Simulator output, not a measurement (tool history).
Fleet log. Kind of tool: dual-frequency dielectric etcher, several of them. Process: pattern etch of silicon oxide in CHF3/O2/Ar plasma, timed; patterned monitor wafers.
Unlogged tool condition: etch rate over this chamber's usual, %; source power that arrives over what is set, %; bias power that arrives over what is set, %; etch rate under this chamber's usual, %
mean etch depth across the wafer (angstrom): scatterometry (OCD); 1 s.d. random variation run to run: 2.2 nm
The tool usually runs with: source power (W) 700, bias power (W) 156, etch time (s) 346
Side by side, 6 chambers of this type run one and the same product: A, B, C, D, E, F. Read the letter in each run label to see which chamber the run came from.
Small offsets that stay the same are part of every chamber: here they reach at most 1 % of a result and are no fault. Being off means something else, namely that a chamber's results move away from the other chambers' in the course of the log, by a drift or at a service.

run   hour  source power (W)  bias power (W)  etch time (s)  hours since the last wet clean  hours since the last source power generator calibration  hours since the last bias power generator calibration  read-back reference wafer on the same gauge, depth_nm  mean etch depth across the wafer (angstrom)
 1F    7.6               700             156            346                            93.5                                                   3511.5                                                 1537.8                                                 626.19                                       6929.2
        13  -- chamber E: bias power generator calibrated
 2B   15.8               700             156            346                           473.8                                                      999                                                 2308.7                                                 626.21                                       6981.7
 3A   23.2               700             156            346                            84.4                                                     1847                                                 1353.7                                                 626.42                                       6978.1
 4C   30.4               700             156            346                            34.5                                                      783                                                    605                                                 625.69                                       6957.4
 5D   35.9               700             156            346                            97.8                                                   3981.9                                                 1005.3                                                 626.27                                       6871.7
 6E   42.6               700             156            346                           315.2                                                   3842.2                                                   29.7                                                 625.96                                       6904.7
 7F   51.3               700             156            346                           137.2                                                   3555.2                                                 1581.5                                                 626.16                                       6986.7
 8B   59.2               700             156            346                           517.2                                                   1042.4                                                 2352.1                                                 625.92                                       6974.8
 9C   66.6               700             156          309.5                            70.7                                                    819.2                                                  641.2                                                 625.72                                       6193.7
10A     74               700             156          309.5                           135.2                                                   1897.8                                                 1404.5                                                 625.98                                       6252.6
11E   79.2               700             156          309.5                           351.8                                                   3878.8                                                   66.3                                                 625.86                                       6140.1
12D     84               700             156          309.5                           145.9                                                     4030                                                 1053.4                                                 626.25                                       6165.2
13F   89.8               700             156          309.5                           175.7                                                   3593.7                                                   1620                                                  625.5                                       6232.6
14D   93.9               700             156          309.5                           155.8                                                   4039.9                                                 1063.3                                                 626.03                                         6149
15B   98.2               700             156            346                           556.2                                                   1081.4                                                 2391.1                                                  626.6                                       7016.6
16C  102.4               700             156            346                           106.5                                                      855                                                    677                                                 626.05                                       6898.2
     105.5  -- chamber E: source power generator calibrated
17E  110.2               700             156            346                           382.8                                                      4.8                                                   97.3                                                 625.71                                       6921.1
18A  115.7               700             156            346                           176.9                                                   1939.5                                                 1446.2                                                  625.8                                       6947.3
19B  122.7               700             156            346                           580.7                                                   1105.9                                                 2415.6                                                 625.92                                       6973.6
     129.8  -- chamber B: wet clean of the chamber
20D  130.8               700             194            346                           192.7                                                   4076.8                                                 1100.2                                                 626.21                                       7421.9
21E    138               700             194            346                           410.6                                                     32.6                                                  125.1                                                 625.83                                       7477.8
22C  142.1               700             194            346                           146.2                                                    894.7                                                  716.7                                                  625.7                                       7411.1
23A  149.8               700             194            346                             211                                                   1973.6                                                 1480.3                                                 625.96                                       7463.5
24F    158               700             194            346                           243.9                                                   3661.9                                                 1688.2                                                 625.95                                       7490.7
25E  163.9               700             194            346                           436.5                                                     58.5                                                    151                                                 625.62                                       7514.4
26F  167.8               700             156            346                           253.7                                                   3671.7                                                   1698                                                 626.23                                       7014.1
27A  171.5               700             156            346                           232.7                                                   1995.3                                                   1502                                                 626.25                                       6997.4
28C  177.8               700             156            346                           181.9                                                    930.4                                                  752.4                                                  625.5                                       6913.3
29D  185.9               700             156            346                           247.8                                                   4131.9                                                 1155.3                                                 626.03                                       6890.7
30B  190.3               700             156            346                            60.5                                                   1173.5                                                 2483.2                                                 625.53                                       6985.9
31C  196.3               700             156            346                           200.4                                                    948.9                                                  770.9                                                 625.69                                       6931.9
32A  201.4               700             156            346                           262.6                                                   2025.2                                                 1531.9                                                 625.92                                       6990.3
33D  206.5               700             156            346                           268.4                                                   4152.5                                                 1175.9                                                 626.78                                       6864.9
34F  213.3               700             156            346                           299.2                                                   3717.2                                                 1743.5                                                 626.23                                       6993.8
35E  221.5               700             156            346                           494.1                                                    116.1                                                  208.6                                                 626.08                                       7061.8
36B    230               700             156            346                           100.2                                                   1213.2                                                 2522.9                                                 625.88                                       6943.5
37A  236.3               700             156            346                           297.5                                                   2060.1                                                 1566.8                                                 625.98                                       6991.5
38E  243.8               700             187            280                           516.4                                                    138.4                                                  230.9                                                 625.97                                       6050.7

For the next run the whole fleet of 6 chambers uses the same settings. Give each chamber's results:
39A  250.1               540             156            346                                                                                                                                                                                                                                                   ?
39B  250.1               540             156            346                                                                                                                                                                                                                                                   ?
39C  250.1               540             156            346                                                                                                                                                                                                                                                   ?
39D  250.1               540             156            346                                                                                                                                                                                                                                                   ?
39E  250.1               540             156            346                                                                                                                                                                                                                                                   ?
39F  250.1               540             156            346                                                                                                                                                                                                                                                   ?

run  mean etch depth across the wafer (angstrom)
39A                                       6297.3
39B                                       6324.8
39C                                       6277.1
39D                                       6232.2
39E                                       6422.5
39F                                       6343.4
